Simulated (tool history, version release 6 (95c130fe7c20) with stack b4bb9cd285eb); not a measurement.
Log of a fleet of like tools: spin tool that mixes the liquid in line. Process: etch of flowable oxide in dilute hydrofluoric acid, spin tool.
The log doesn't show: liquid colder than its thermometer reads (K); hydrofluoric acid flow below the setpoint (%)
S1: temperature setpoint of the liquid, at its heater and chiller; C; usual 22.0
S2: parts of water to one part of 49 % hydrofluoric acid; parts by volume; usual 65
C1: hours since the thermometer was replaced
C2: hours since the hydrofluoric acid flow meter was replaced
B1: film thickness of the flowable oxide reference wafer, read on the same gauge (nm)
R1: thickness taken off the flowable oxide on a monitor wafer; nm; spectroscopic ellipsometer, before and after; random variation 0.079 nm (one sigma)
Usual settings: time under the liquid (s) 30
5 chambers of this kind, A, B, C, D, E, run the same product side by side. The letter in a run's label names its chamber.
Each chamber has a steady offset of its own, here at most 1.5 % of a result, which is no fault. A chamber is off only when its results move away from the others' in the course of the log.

run 1E hour=7.0 | S1=22.0 S2=65 time_under_the_liquid_(s)=30 | C1=720.1 C2=1424.9 | B1=59.992 | R1=25.389
-- hour=9.5 chamber E: thermometer replaced
-- hour=13.5 chamber B: thermometer replaced
run 2C hour=13.9 | S1=22.0 S2=65 time_under_the_liquid_(s)=30 | C1=1243.8 C2=368.4 | B1=60.001 | R1=25.524
run 3A hour=27.6 | S1=22.0 S2=65 time_under_the_liquid_(s)=30 | C1=386.2 C2=418.0 | B1=59.999 | R1=25.523
run 4B hour=39.0 | S1=22.0 S2=65 time_under_the_liquid_(s)=30 | C1=25.5 C2=440.3 | B1=60.010 | R1=25.832
run 5D hour=47.6 | S1=22.0 S2=65 time_under_the_liquid_(s)=30 | C1=53.6 C2=540.7 | B1=60.003 | R1=25.429
run 6D hour=59.8 | S1=22.0 S2=65 time_under_the_liquid_(s)=30 | C1=65.8 C2=552.9 | B1=60.006 | R1=25.482
-- hour=62.9 chamber B: hydrofluoric acid flow meter replaced
run 7A hour=67.1 | S1=22.0 S2=65 time_under_the_liquid_(s)=30 | C1=425.7 C2=457.5 | B1=60.005 | R1=25.230
run 8B hour=79.4 | S1=22.0 S2=65 time_under_the_liquid_(s)=30 | C1=65.9 C2=16.5 | B1=60.022 | R1=25.622
run 9C hour=90.8 | S1=22.0 S2=65 time_under_the_liquid_(s)=30 | C1=1320.7 C2=445.3 | B1=59.996 | R1=25.428
run 10E hour=98.1 | S1=22.0 S2=65 time_under_the_liquid_(s)=30 | C1=88.7 C2=1516.0 | B1=59.995 | R1=25.264
run 11D hour=111.2 | S1=25.0 S2=65 time_under_the_liquid_(s)=20 | C1=117.2 C2=604.3 | B1=59.994 | R1=19.185
run 12A hour=118.1 | S1=25.0 S2=65 time_under_the_liquid_(s)=20 | C1=476.7 C2=508.5 | B1=59.986 | R1=19.038
run 13E hour=128.0 | S1=25.0 S2=65 time_under_the_liquid_(s)=20 | C1=118.6 C2=1545.9 | B1=60.024 | R1=19.208
run 14C hour=140.6 | S1=25.0 S2=65 time_under_the_liquid_(s)=20 | C1=1370.5 C2=495.1 | B1=59.985 | R1=19.158
run 15B hour=147.3 | S1=25.0 S2=65 time_under_the_liquid_(s)=20 | C1=133.8 C2=84.4 | B1=60.015 | R1=19.409
run 16C hour=156.3 | S1=22.0 S2=65 time_under_the_liquid_(s)=30 | C1=1386.2 C2=510.8 | B1=60.001 | R1=25.376
run 17E hour=165.4 | S1=22.0 S2=65 time_under_the_liquid_(s)=30 | C1=156.0 C2=1583.3 | B1=59.992 | R1=25.306
run 18D hour=175.3 | S1=25.5 S2=65 time_under_the_liquid_(s)=45 | C1=181.3 C2=668.4 | B1=60.007 | R1=44.124
run 19A hour=188.0 | S1=25.5 S2=65 time_under_the_liquid_(s)=45 | C1=546.6 C2=578.4 | B1=60.003 | R1=43.762
run 20B hour=200.3 | S1=25.5 S2=65 time_under_the_liquid_(s)=45 | C1=186.8 C2=137.4 | B1=60.006 | R1=44.505
run 21D hour=211.8 | S1=25.5 S2=65 time_under_the_liquid_(s)=45 | C1=217.8 C2=704.9 | B1=60.003 | R1=44.101
run 22C hour=218.3 | S1=25.5 S2=65 time_under_the_liquid_(s)=45 | C1=1448.2 C2=572.8 | B1=60.009 | R1=44.000
-- hour=223.2 chamber C: thermometer replaced
run 23E hour=225.8 | S1=22.0 S2=65 time_under_the_liquid_(s)=30 | C1=216.4 C2=1643.7 | B1=59.992 | R1=25.160
run 24B hour=236.7 | S1=24.0 S2=65 time_under_the_liquid_(s)=20 | C1=223.2 C2=173.8 | B1=59.994 | R1=18.696
run 25A hour=248.1 | S1=24.0 S2=65 time_under_the_liquid_(s)=20 | C1=606.7 C2=638.5 | B1=59.998 | R1=18.235
run 26C hour=260.5 | S1=24.0 S2=65 time_under_the_liquid_(s)=20 | C1=37.4 C2=615.0 | B1=59.982 | R1=18.411
run 27E hour=268.0 | S1=24.0 S2=65 time_under_the_liquid_(s)=20 | C1=258.6 C2=1685.9 | B1=60.014 | R1=18.185
run 28A hour=277.4 | S1=24.0 S2=65 time_under_the_liquid_(s)=20 | C1=636.0 C2=667.8 | B1=60.013 | R1=18.096
run 29B hour=286.2 | S1=17.0 S2=65 time_under_the_liquid_(s)=30 | C1=272.7 C2=223.3 | B1=59.991 | R1=20.964
run 30D hour=295.3 | S1=17.0 S2=65 time_under_the_liquid_(s)=30 | C1=301.3 C2=788.4 | B1=60.015 | R1=20.550

Is one chamber off against the others, does the gauge drift, or is nothing wrong? If a chamber is off, say which, and what the likeliest cause is.

Chamber A drifts away from the others.
Cause: liquid colder than its thermometer reads (K) = 0.405.
The log may not tell that from: hydrofluoric acid flow below the setpoint (%).

Here are 4 candidates for chamber A's next run, each the usual settings with a change, their results left as question marks. Which one brings its results back in line with what the others give on the usual settings?
In line means no further than this from the other chambers' mean on the usual settings: R1 0.280 nm
run 31A-1 hour=305.3 | S1=21.0 S2=65 time_under_the_liquid_(s)=30 | R1=?
run 31A-2 hour=305.3 | S1=22.5 S2=65 time_under_the_liquid_(s)=30 | R1=?
run 31A-3 hour=305.3 | S1=21.5 S2=65 time_under_the_liquid_(s)=30 | R1=?
run 31A-4 hour=305.3 | S1=23.0 S2=65 time_under_the_liquid_(s)=30 | R1=?

The other chambers' mean on the usual settings: R1 25.464 nm
run=31A-1 R1=24.008
run=31A-2 R1=25.574
run=31A-3 R1=24.525
run=31A-4 R1=26.118
31A-2 brings the chamber back in line.
